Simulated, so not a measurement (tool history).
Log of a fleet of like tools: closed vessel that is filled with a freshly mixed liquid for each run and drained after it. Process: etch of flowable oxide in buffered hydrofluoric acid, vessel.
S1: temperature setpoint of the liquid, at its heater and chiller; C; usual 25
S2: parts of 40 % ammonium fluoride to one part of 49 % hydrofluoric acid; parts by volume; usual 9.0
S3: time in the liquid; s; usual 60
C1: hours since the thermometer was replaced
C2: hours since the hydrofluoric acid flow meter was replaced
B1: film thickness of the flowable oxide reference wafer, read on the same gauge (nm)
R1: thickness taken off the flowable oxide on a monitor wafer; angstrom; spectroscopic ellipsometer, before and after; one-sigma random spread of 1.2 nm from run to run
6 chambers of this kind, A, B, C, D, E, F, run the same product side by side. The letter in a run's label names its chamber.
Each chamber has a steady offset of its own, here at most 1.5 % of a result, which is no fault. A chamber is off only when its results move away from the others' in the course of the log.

{"run": "1A", "hour": 3.9, "S1": 25, "S2": 9.0, "S3": 60, "C1": 273.7, "C2": 78.9, "B1": 140.01, "R1": 1946.1}
{"run": "2D", "hour": 7.3, "S1": 25, "S2": 9.0, "S3": 60, "C1": 910.7, "C2": 649.5, "B1": 140.03, "R1": 1947.1}
{"run": "3B", "hour": 11.8, "S1": 25, "S2": 9.0, "S3": 60, "C1": 878.1, "C2": 293.7, "B1": 140.0, "R1": 1957.8}
{"run": "4F", "hour": 14.9, "S1": 25, "S2": 9.0, "S3": 60, "C1": 628.5, "C2": 847.2, "B1": 140.04, "R1": 1958.7}
{"run": "5C", "hour": 18.1, "S1": 25, "S2": 9.0, "S3": 60, "C1": 1006.7, "C2": 240.5, "B1": 140.02, "R1": 1945.8}
{"run": "6E", "hour": 20.7, "S1": 25, "S2": 9.0, "S3": 60, "C1": 376.9, "C2": 911.0, "B1": 140.02, "R1": 1925.7}
{"run": "7C", "hour": 25.0, "S1": 25, "S2": 9.0, "S3": 60, "C1": 1013.6, "C2": 247.4, "B1": 139.98, "R1": 1949.4}
{"run": "8B", "hour": 28.4, "S1": 25, "S2": 9.0, "S3": 60, "C1": 894.7, "C2": 310.3, "B1": 139.99, "R1": 1974.6}
{"run": "9A", "hour": 33.3, "S1": 25, "S2": 9.0, "S3": 60, "C1": 303.1, "C2": 108.3, "B1": 140.0, "R1": 1971.9}
{"run": "10F", "hour": 37.7, "S1": 25, "S2": 9.0, "S3": 60, "C1": 651.3, "C2": 870.0, "B1": 140.01, "R1": 1964.4}
{"run": "11D", "hour": 41.7, "S1": 25, "S2": 9.0, "S3": 60, "C1": 945.1, "C2": 683.9, "B1": 140.02, "R1": 1938.2}
{"hour": 44.4, "done": "chamber D: thermometer replaced"}
{"run": "12E", "hour": 45.7, "S1": 25, "S2": 6.5, "S3": 30, "C1": 401.9, "C2": 936.0, "B1": 139.99, "R1": 1347.6}
{"run": "13D", "hour": 50.6, "S1": 25, "S2": 6.5, "S3": 30, "C1": 6.3, "C2": 692.8, "B1": 140.01, "R1": 1365.1}
{"run": "14E", "hour": 55.1, "S1": 25, "S2": 6.5, "S3": 30, "C1": 411.3, "C2": 945.4, "B1": 140.02, "R1": 1354.1}
{"run": "15F", "hour": 59.3, "S1": 25, "S2": 6.5, "S3": 30, "C1": 672.9, "C2": 891.6, "B1": 139.99, "R1": 1379.7}
{"run": "16B", "hour": 64.7, "S1": 25, "S2": 6.5, "S3": 30, "C1": 931.0, "C2": 346.6, "B1": 140.0, "R1": 1358.4}
{"run": "17C", "hour": 68.1, "S1": 25, "S2": 6.5, "S3": 30, "C1": 1056.7, "C2": 290.5, "B1": 139.96, "R1": 1366.7}
{"run": "18A", "hour": 73.2, "S1": 25, "S2": 10.0, "S3": 95, "C1": 343.0, "C2": 148.2, "B1": 140.01, "R1": 2883.0}
{"run": "19F", "hour": 75.9, "S1": 25, "S2": 10.0, "S3": 95, "C1": 689.5, "C2": 908.2, "B1": 140.0, "R1": 2893.7}
{"run": "20D", "hour": 78.3, "S1": 25, "S2": 10.0, "S3": 95, "C1": 34.0, "C2": 720.5, "B1": 140.01, "R1": 2900.2}
{"run": "21E", "hour": 81.8, "S1": 25, "S2": 10.0, "S3": 95, "C1": 438.0, "C2": 972.1, "B1": 139.96, "R1": 2855.4}
{"run": "22C", "hour": 86.6, "S1": 25, "S2": 10.0, "S3": 95, "C1": 1075.2, "C2": 309.0, "B1": 139.99, "R1": 2894.6}
{"run": "23A", "hour": 89.8, "S1": 25, "S2": 10.0, "S3": 95, "C1": 359.6, "C2": 164.8, "B1": 139.96, "R1": 2870.5}
{"run": "24B", "hour": 93.2, "S1": 25, "S2": 9.0, "S3": 60, "C1": 959.5, "C2": 375.1, "B1": 140.0, "R1": 1881.4}
{"run": "25D", "hour": 96.1, "S1": 25, "S2": 9.0, "S3": 60, "C1": 51.8, "C2": 738.3, "B1": 140.0, "R1": 1960.2}
{"run": "26B", "hour": 101.0, "S1": 25, "S2": 9.0, "S3": 60, "C1": 967.3, "C2": 382.9, "B1": 140.01, "R1": 1882.7}
{"run": "27C", "hour": 105.6, "S1": 25, "S2": 9.0, "S3": 60, "C1": 1094.2, "C2": 328.0, "B1": 139.96, "R1": 1941.1}
{"run": "28E", "hour": 109.8, "S1": 25, "S2": 9.0, "S3": 60, "C1": 466.0, "C2": 1000.1, "B1": 140.0, "R1": 1920.9}
{"run": "29A", "hour": 114.3, "S1": 25, "S2": 9.0, "S3": 60, "C1": 384.1, "C2": 189.3, "B1": 139.99, "R1": 1955.9}
{"run": "30F", "hour": 117.2, "S1": 25, "S2": 9.0, "S3": 60, "C1": 730.8, "C2": 949.5, "B1": 140.0, "R1": 1942.6}
{"run": "31C", "hour": 120.8, "S1": 25, "S2": 9.0, "S3": 60, "C1": 1109.4, "C2": 343.2, "B1": 139.97, "R1": 1950.3}
{"run": "32F", "hour": 125.4, "S1": 25, "S2": 9.0, "S3": 60, "C1": 739.0, "C2": 957.7, "B1": 139.97, "R1": 1964.8}
{"hour": 128.1, "done": "chamber B: hydrofluoric acid flow meter replaced"}
{"run": "33D", "hour": 129.8, "S1": 25, "S2": 9.0, "S3": 35, "C1": 85.5, "C2": 772.0, "B1": 140.03, "R1": 1134.9}
{"run": "34A", "hour": 133.9, "S1": 25, "S2": 9.0, "S3": 35, "C1": 403.7, "C2": 208.9, "B1": 140.02, "R1": 1149.4}
{"run": "35E", "hour": 137.8, "S1": 25, "S2": 9.0, "S3": 35, "C1": 494.0, "C2": 1028.1, "B1": 140.0, "R1": 1118.1}
{"run": "36B", "hour": 140.2, "S1": 25, "S2": 9.0, "S3": 35, "C1": 1006.5, "C2": 12.1, "B1": 140.01, "R1": 1042.9}

Decide between three cases: one chamber stands off from its peers, the gauge reading all wafers drifts, or nothing is wrong past each chamber's small offset. Where a chamber is off, say which and what most likely put it there.

Chamber B drifts away from the others.
Most likely cause: liquid colder than its thermometer reads (K) = 1.57.

Chamber B could run next with any of the 4 candidate recipes listed below; each alters the usual settings, and their results appear as question marks. Which one brings its results back in line with what the other chambers deliver on the usual settings?
In-line tolerance around the mean of the other chambers on the usual settings: R1 41.0 angstrom
{"run": "37B-1", "hour": 144.2, "S1": 28, "S2": 9.0, "S3": 60, "R1": "?"}
{"run": "37B-2", "hour": 144.2, "S1": 25, "S2": 9.0, "S3": 55, "R1": "?"}
{"run": "37B-3", "hour": 144.2, "S1": 25, "S2": 9.0, "S3": 65, "R1": "?"}
{"run": "37B-4", "hour": 144.2, "S1": 25, "S2": 11.0, "S3": 60, "R1": "?"}

What the other chambers average on the usual settings: R1 1944.6 angstrom
run=37B-1 R1=2112.8
run=37B-2 R1=1645.3
run=37B-3 R1=1944.5
run=37B-4 R1=1529.7
Change 37B-3 lands the chamber within the allowed miss of the other chambers.

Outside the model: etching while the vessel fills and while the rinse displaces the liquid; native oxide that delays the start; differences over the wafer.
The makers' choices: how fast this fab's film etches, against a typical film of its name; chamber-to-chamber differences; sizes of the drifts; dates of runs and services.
